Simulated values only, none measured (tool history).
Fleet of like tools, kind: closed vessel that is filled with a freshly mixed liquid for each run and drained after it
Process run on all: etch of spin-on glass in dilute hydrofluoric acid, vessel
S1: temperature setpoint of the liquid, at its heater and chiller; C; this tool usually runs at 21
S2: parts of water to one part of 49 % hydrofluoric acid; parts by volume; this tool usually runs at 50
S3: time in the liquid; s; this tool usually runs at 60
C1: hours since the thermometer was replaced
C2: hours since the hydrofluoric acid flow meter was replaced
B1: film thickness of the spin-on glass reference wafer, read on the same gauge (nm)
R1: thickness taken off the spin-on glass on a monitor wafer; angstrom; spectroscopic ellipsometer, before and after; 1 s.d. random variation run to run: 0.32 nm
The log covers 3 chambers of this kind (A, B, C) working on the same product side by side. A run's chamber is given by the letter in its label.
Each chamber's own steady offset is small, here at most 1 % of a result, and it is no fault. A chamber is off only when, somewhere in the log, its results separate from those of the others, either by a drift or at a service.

Run 1B, hour 6.2: usual settings; C1 266.2; C2 974.1; B1 80.001. Result: R1 354.14 angstrom.
Run 2C, hour 9.3: usual settings; C1 182.9; C2 990.9; B1 79.969. Result: R1 347.33 angstrom.
Run 3A, hour 14.2: usual settings; C1 590.9; C2 1494.0; B1 79.984. Result: R1 342.98 angstrom.
Run 4C, hour 18.4: usual settings; C1 192.0; C2 1000.0; B1 80.019. Result: R1 350.36 angstrom.
Run 5A, hour 25.5: usual settings; C1 602.2; C2 1505.3; B1 79.954. Result: R1 341.54 angstrom.
Run 6B, hour 31.6: usual settings but S3 80 s; C1 291.6; C2 999.5; B1 80.015. Result: R1 466.16 angstrom.
Run 7B, hour 35.6: usual settings but S3 80 s; C1 295.6; C2 1003.5; B1 79.947. Result: R1 458.25 angstrom.
Run 8C, hour 41.2: usual settings but S3 80 s; C1 214.8; C2 1022.8; B1 79.978. Result: R1 470.16 angstrom.
Run 9A, hour 44.8: usual settings but S3 45 s; C1 621.5; C2 1524.6; B1 80.032. Result: R1 258.24 angstrom.
Run 10B, hour 48.1: usual settings but S3 45 s; C1 308.1; C2 1016.0; B1 79.987. Result: R1 260.99 angstrom.
Run 11A, hour 52.6: usual settings but S3 45 s; C1 629.3; C2 1532.4; B1 80.029. Result: R1 259.28 angstrom.
Run 12C, hour 59.5: usual settings but S2 40 parts by volume, S3 90 s; C1 233.1; C2 1041.1; B1 80.003. Result: R1 645.84 angstrom.
Run 13C, hour 64.5: usual settings but S2 40 parts by volume, S3 90 s; C1 238.1; C2 1046.1; B1 80.029. Result: R1 642.39 angstrom.
Run 14A, hour 70.3: usual settings but S2 40 parts by volume, S3 90 s; C1 647.0; C2 1550.1; B1 80.020. Result: R1 658.24 angstrom.
Run 15B, hour 73.8: usual settings; C1 333.8; C2 1041.7; B1 80.026. Result: R1 353.03 angstrom.
Run 16B, hour 77.1: usual settings; C1 337.1; C2 1045.0; B1 79.977. Result: R1 347.53 angstrom.
Run 17A, hour 80.5: usual settings but S2 60 parts by volume; C1 657.2; C2 1560.3; B1 80.019. Result: R1 280.44 angstrom.
Run 18C, hour 83.8: usual settings but S2 60 parts by volume; C1 257.4; C2 1065.4; B1 80.013. Result: R1 277.66 angstrom.
Run 19C, hour 87.6: usual settings but S2 60 parts by volume; C1 261.2; C2 1069.2; B1 80.027. Result: R1 284.02 angstrom.
Run 20A, hour 90.9: usual settings; C1 667.6; C2 1570.7; B1 79.990. Result: R1 341.49 angstrom.
Run 21B, hour 95.8: usual settings; C1 355.8; C2 1063.7; B1 80.003. Result: R1 350.08 angstrom.
Run 22C, hour 100.1: usual settings; C1 273.7; C2 1081.7; B1 79.993. Result: R1 334.99 angstrom.
Run 23B, hour 106.4: usual settings; C1 366.4; C2 1074.3; B1 80.037. Result: R1 351.41 angstrom.
Run 24A, hour 111.3: usual settings; C1 688.0; C2 1591.1; B1 79.976. Result: R1 339.35 angstrom.
Run 25A, hour 118.1: usual settings; C1 694.8; C2 1597.9; B1 79.990. Result: R1 341.39 angstrom.
Run 26C, hour 123.6: usual settings; C1 297.2; C2 1105.2; B1 80.006. Result: R1 331.82 angstrom.
Run 27B, hour 129.3: usual settings; C1 389.3; C2 1097.2; B1 80.012. Result: R1 349.81 angstrom.
Run 28A, hour 133.3: usual settings; C1 710.0; C2 1613.1; B1 80.019. Result: R1 343.99 angstrom.
Run 29C, hour 139.8: usual settings; C1 313.4; C2 1121.4; B1 79.989. Result: R1 336.92 angstrom.
Run 30B, hour 143.1: usual settings but S1 23 C, S3 80 s; C1 403.1; C2 1111.0; B1 79.977. Result: R1 499.72 angstrom.
Run 31A, hour 147.0: usual settings but S1 23 C, S3 80 s; C1 723.7; C2 1626.8; B1 80.015. Result: R1 496.72 angstrom.
Run 32B, hour 152.6: usual settings but S1 23 C, S3 80 s; C1 412.6; C2 1120.5; B1 79.969. Result: R1 507.05 angstrom.
Run 33C, hour 155.7: usual settings; C1 329.3; C2 1137.3; B1 80.000. Result: R1 330.15 angstrom.
Run 34B, hour 160.6: usual settings; C1 420.6; C2 1128.5; B1 80.002. Result: R1 346.47 angstrom.
Run 35C, hour 165.6: usual settings; C1 339.2; C2 1147.2; B1 80.009. Result: R1 326.29 angstrom.
Run 36A, hour 170.9: usual settings; C1 747.6; C2 1650.7; B1 79.983. Result: R1 344.10 angstrom.
Run 37C, hour 174.3: usual settings; C1 347.9; C2 1155.9; B1 80.010. Result: R1 323.25 angstrom.
Run 38A, hour 178.3: usual settings; C1 755.0; C2 1658.1; B1 80.054. Result: R1 339.48 angstrom.
Run 39B, hour 183.2: usual settings but S2 40 parts by volume, S3 35 s; C1 443.2; C2 1151.1; B1 79.977. Result: R1 254.89 angstrom.
Run 40C, hour 187.9: usual settings but S2 40 parts by volume, S3 35 s; C1 361.5; C2 1169.5; B1 80.026. Result: R1 240.01 angstrom.

Which is it: a chamber that has drifted or been left off by a service, a gauge drift common to all chambers, or only each chamber's usual small offset? If a chamber is off, name it and its likeliest cause.

Little by little, chamber C moves away from the other chambers.
What lies behind it: liquid colder than its thermometer reads (K) = 1.92.
The log might look much the same if the cause were instead: hydrofluoric acid flow below the setpoint (%).

Below are 4 candidate recipes for chamber C's next run, each the usual settings with a change, their results shown as question marks. Which of them brings C's results back in line with what the other chambers give on the usual settings?
In-line tolerance around the mean of the other chambers on the usual settings: R1 11.00 angstrom
Run 41C-1, hour 193.0: usual settings but S1 20.5 C. Result: R1 ?.
Run 41C-2, hour 193.0: usual settings but S1 19.5 C. Result: R1 ?.
Run 41C-3, hour 193.0: usual settings but S1 21.5 C. Result: R1 ?.
Run 41C-4, hour 193.0: usual settings but S3 65 s. Result: R1 ?.

The other chambers' mean on the usual settings: R1 345.48 angstrom
  run      R1
41C-1  314.31
41C-2  301.18
41C-3  328.05
41C-4  347.88
41C-4 is the one that brings the chamber's results back in line with the other chambers.
